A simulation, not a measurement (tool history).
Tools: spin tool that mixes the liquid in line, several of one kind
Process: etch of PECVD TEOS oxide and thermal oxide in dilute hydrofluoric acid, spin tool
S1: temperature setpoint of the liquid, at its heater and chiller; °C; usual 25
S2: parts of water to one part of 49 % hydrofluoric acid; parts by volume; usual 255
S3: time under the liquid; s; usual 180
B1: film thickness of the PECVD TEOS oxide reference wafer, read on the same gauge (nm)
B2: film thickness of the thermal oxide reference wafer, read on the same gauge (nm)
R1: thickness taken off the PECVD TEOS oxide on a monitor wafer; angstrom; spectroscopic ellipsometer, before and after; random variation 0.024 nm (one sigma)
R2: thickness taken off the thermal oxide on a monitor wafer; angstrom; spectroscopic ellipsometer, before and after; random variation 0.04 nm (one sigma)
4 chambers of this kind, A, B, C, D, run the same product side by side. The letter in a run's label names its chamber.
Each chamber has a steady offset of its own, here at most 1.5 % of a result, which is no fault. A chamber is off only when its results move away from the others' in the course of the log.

run	hour	S1	S2	S3	B1	B2	R1	R2
1D	8.4	25	255	180	150.03	60.027	58.466	29.956
2A	20.1	25	255	180	149.96	59.974	58.615	29.292
3B	32.0	25	255	180	150.01	60.073	58.861	29.652
4C	39.2	25	255	180	149.98	60.013	58.767	29.010
5D	51.3	25	255	180	150.03	59.993	58.906	28.592
# hour 59.4: chamber C: thermometer replaced
6B	59.9	25	255	180	149.98	60.003	58.882	30.189
7C	69.8	25	255	180	149.95	60.001	58.739	30.457
8A	77.6	25	255	180	149.99	59.998	58.225	29.676
9C	89.3	25	255	180	149.98	60.019	58.351	29.520
10D	102.9	23	360	180	149.98	60.009	35.041	17.819
11A	109.9	23	360	180	150.00	60.017	35.368	17.686
12B	120.5	23	360	180	150.00	60.015	35.191	17.769
# hour 123.2: chamber B: thermometer replaced
13A	133.0	23	360	180	150.00	59.989	35.204	18.188
14C	148.3	25	255	180	150.01	59.984	58.795	29.874
15B	161.7	25	255	180	149.98	59.966	58.647	29.134
16D	176.8	25	255	125	150.01	60.046	40.769	21.014
17B	190.3	25	255	125	149.98	60.001	40.369	20.542
18A	202.1	25	255	125	149.95	60.045	40.533	20.459
19C	212.6	25	255	125	150.03	60.048	40.568	20.282
20D	225.9	25	255	180	150.01	59.981	58.826	29.845
21D	238.2	25	255	180	150.03	59.999	59.128	29.161
22B	251.4	25	255	180	149.97	59.962	58.695	30.096
23A	259.8	25	255	180	150.03	60.043	58.501	29.378
24C	266.6	25	255	180	150.01	60.007	58.431	29.855
25C	275.3	30	335	180	150.01	60.012	48.356	24.161
26D	282.1	30	335	180	150.01	60.013	48.978	24.636
27A	293.6	30	335	180	149.99	60.005	48.572	24.524
28B	301.8	30	335	180	149.97	60.033	48.626	24.422
29C	313.2	25	255	180	150.02	60.005	58.668	29.854
30A	325.1	25	255	180	150.00	59.973	58.664	29.840

Is one chamber off against the others, does the gauge drift, or is nothing wrong? If a chamber is off, say which, and what the likeliest cause is.

No chamber stands off beyond its own small offset, and the gauge holds steady.

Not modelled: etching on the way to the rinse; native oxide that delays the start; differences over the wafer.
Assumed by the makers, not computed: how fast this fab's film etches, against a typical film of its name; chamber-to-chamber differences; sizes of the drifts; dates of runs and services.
